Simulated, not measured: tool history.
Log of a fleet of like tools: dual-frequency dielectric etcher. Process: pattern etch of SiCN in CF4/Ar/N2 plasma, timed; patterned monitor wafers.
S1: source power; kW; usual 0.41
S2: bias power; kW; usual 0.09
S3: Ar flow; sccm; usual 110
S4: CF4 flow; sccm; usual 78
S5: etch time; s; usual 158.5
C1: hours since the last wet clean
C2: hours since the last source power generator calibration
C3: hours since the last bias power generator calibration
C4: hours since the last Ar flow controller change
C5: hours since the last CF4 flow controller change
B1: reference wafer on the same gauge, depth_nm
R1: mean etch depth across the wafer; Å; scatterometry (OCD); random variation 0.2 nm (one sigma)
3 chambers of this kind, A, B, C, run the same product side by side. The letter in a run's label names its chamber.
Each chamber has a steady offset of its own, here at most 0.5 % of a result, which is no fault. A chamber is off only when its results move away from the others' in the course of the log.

run 1C hour=4 | S1=0.41 S2=0.09 S3=110 S4=78 S5=158.5 | C1=91.2 C2=1490.7 C3=1015.8 C4=695.2 C5=709.4 | B1=123.02 | R1=1358.7
run 2B hour=8.9 | S1=0.41 S2=0.09 S3=110 S4=78 S5=158.5 | C1=79.1 C2=3334.3 C3=3564 C4=617.6 C5=896.7 | B1=123.03 | R1=1368.8
run 3A hour=12.6 | S1=0.41 S2=0.09 S3=110 S4=78 S5=158.5 | C1=456.6 C2=1350.9 C3=2334.8 C4=4014.5 C5=784.4 | B1=123.06 | R1=1362.7
run 4C hour=19 | S1=0.41 S2=0.09 S3=110 S4=78 S5=158.5 | C1=106.2 C2=1505.7 C3=1030.8 C4=710.2 C5=724.4 | B1=123.06 | R1=1362.4
run 5B hour=23.4 | S1=0.41 S2=0.09 S3=110 S4=78 S5=158.5 | C1=93.6 C2=3348.8 C3=3578.5 C4=632.1 C5=911.2 | B1=123.14 | R1=1371.8
run 6A hour=28.8 | S1=0.41 S2=0.09 S3=110 S4=78 S5=158.5 | C1=472.8 C2=1367.1 C3=2351 C4=4030.7 C5=800.6 | B1=123.11 | R1=1367.5
-- hour=30.4 chamber A: wet clean of the chamber
run 7B hour=31.6 | S1=0.41 S2=0.09 S3=110 S4=78 S5=158.5 | C1=101.8 C2=3357 C3=3586.7 C4=640.3 C5=919.4 | B1=123.12 | R1=1368.6
run 8C hour=35 | S1=0.41 S2=0.09 S3=110 S4=78 S5=158.5 | C1=122.2 C2=1521.7 C3=1046.8 C4=726.2 C5=740.4 | B1=123.22 | R1=1361.7
run 9A hour=39.5 | S1=0.41 S2=0.09 S3=123 S4=64 S5=158.5 | C1=9.2 C2=1377.8 C3=2361.7 C4=4041.4 C5=811.3 | B1=123.19 | R1=1312.5
run 10B hour=46 | S1=0.41 S2=0.09 S3=123 S4=64 S5=158.5 | C1=116.2 C2=3371.4 C3=3601.1 C4=654.7 C5=933.8 | B1=123.3 | R1=1311
run 11A hour=49 | S1=0.41 S2=0.09 S3=123 S4=64 S5=158.5 | C1=18.7 C2=1387.3 C3=2371.2 C4=4050.9 C5=820.8 | B1=123.25 | R1=1306.9
run 12C hour=54.8 | S1=0.41 S2=0.09 S3=110 S4=97 S5=158.5 | C1=142 C2=1541.5 C3=1066.6 C4=746 C5=760.2 | B1=123.28 | R1=1402.2
run 13A hour=57.9 | S1=0.41 S2=0.09 S3=110 S4=97 S5=158.5 | C1=27.6 C2=1396.2 C3=2380.1 C4=4059.8 C5=829.7 | B1=123.33 | R1=1410.9
run 14C hour=61 | S1=0.41 S2=0.09 S3=110 S4=97 S5=158.5 | C1=148.2 C2=1547.7 C3=1072.8 C4=752.2 C5=766.4 | B1=123.35 | R1=1399.6
run 15B hour=67.2 | S1=0.41 S2=0.09 S3=110 S4=78 S5=158.5 | C1=137.4 C2=3392.6 C3=3622.3 C4=675.9 C5=955 | B1=123.35 | R1=1369.9
run 16B hour=71 | S1=0.41 S2=0.09 S3=110 S4=78 S5=158.5 | C1=141.2 C2=3396.4 C3=3626.1 C4=679.7 C5=958.8 | B1=123.38 | R1=1374
run 17A hour=74.7 | S1=0.41 S2=0.09 S3=110 S4=78 S5=158.5 | C1=44.4 C2=1413 C3=2396.9 C4=4076.6 C5=846.5 | B1=123.45 | R1=1369.6
run 18C hour=80.9 | S1=0.41 S2=0.09 S3=110 S4=78 S5=158.5 | C1=168.1 C2=1567.6 C3=1092.7 C4=772.1 C5=786.3 | B1=123.41 | R1=1364.1
run 19C hour=85.6 | S1=0.5 S2=0.099 S3=110 S4=78 S5=158.5 | C1=172.8 C2=1572.3 C3=1097.4 C4=776.8 C5=791 | B1=123.49 | R1=1676.6
run 20A hour=88.9 | S1=0.5 S2=0.099 S3=110 S4=78 S5=158.5 | C1=58.6 C2=1427.2 C3=2411.1 C4=4090.8 C5=860.7 | B1=123.46 | R1=1686.8
run 21B hour=91.8 | S1=0.5 S2=0.099 S3=110 S4=78 S5=158.5 | C1=162 C2=3417.2 C3=3646.9 C4=700.5 C5=979.6 | B1=123.44 | R1=1692.4
-- hour=91.9 chamber B: bias power generator calibrated
run 22B hour=94.6 | S1=0.41 S2=0.09 S3=110 S4=78 S5=158.5 | C1=164.8 C2=3420 C3=2.7 C4=703.3 C5=982.4 | B1=123.52 | R1=1372.1
run 23C hour=98.1 | S1=0.41 S2=0.09 S3=110 S4=78 S5=158.5 | C1=185.3 C2=1584.8 C3=1109.9 C4=789.3 C5=803.5 | B1=123.52 | R1=1362.3
run 24A hour=104.3 | S1=0.41 S2=0.09 S3=110 S4=78 S5=158.5 | C1=74 C2=1442.6 C3=2426.5 C4=4106.2 C5=876.1 | B1=123.51 | R1=1371.5
run 25C hour=108.2 | S1=0.41 S2=0.09 S3=110 S4=78 S5=158.5 | C1=195.4 C2=1594.9 C3=1120 C4=799.4 C5=813.6 | B1=123.58 | R1=1365.7
run 26B hour=111.4 | S1=0.41 S2=0.09 S3=110 S4=78 S5=158.5 | C1=181.6 C2=3436.8 C3=19.5 C4=720.1 C5=999.2 | B1=123.55 | R1=1375.2
run 27A hour=117.4 | S1=0.41 S2=0.09 S3=110 S4=78 S5=158.5 | C1=87.1 C2=1455.7 C3=2439.6 C4=4119.3 C5=889.2 | B1=123.64 | R1=1371.1
run 28C hour=121.7 | S1=0.41 S2=0.09 S3=110 S4=78 S5=158.5 | C1=208.9 C2=1608.4 C3=1133.5 C4=812.9 C5=827.1 | B1=123.66 | R1=1367.9
run 29A hour=126.1 | S1=0.41 S2=0.09 S3=110 S4=78 S5=158.5 | C1=95.8 C2=1464.4 C3=2448.3 C4=4128 C5=897.9 | B1=123.65 | R1=1372.3
run 30B hour=129.8 | S1=0.41 S2=0.09 S3=110 S4=78 S5=158.5 | C1=200 C2=3455.2 C3=37.9 C4=738.5 C5=1017.6 | B1=123.7 | R1=1373.4

What goes on in this fleet: one chamber off, a drifting gauge, or nothing beyond the chambers' own small offsets? Name the chamber and the cause, if any.

The gauge drifts, so all chambers seem to drift together. No chamber is off.
Cause: gauge reads high (%) = 0.592.
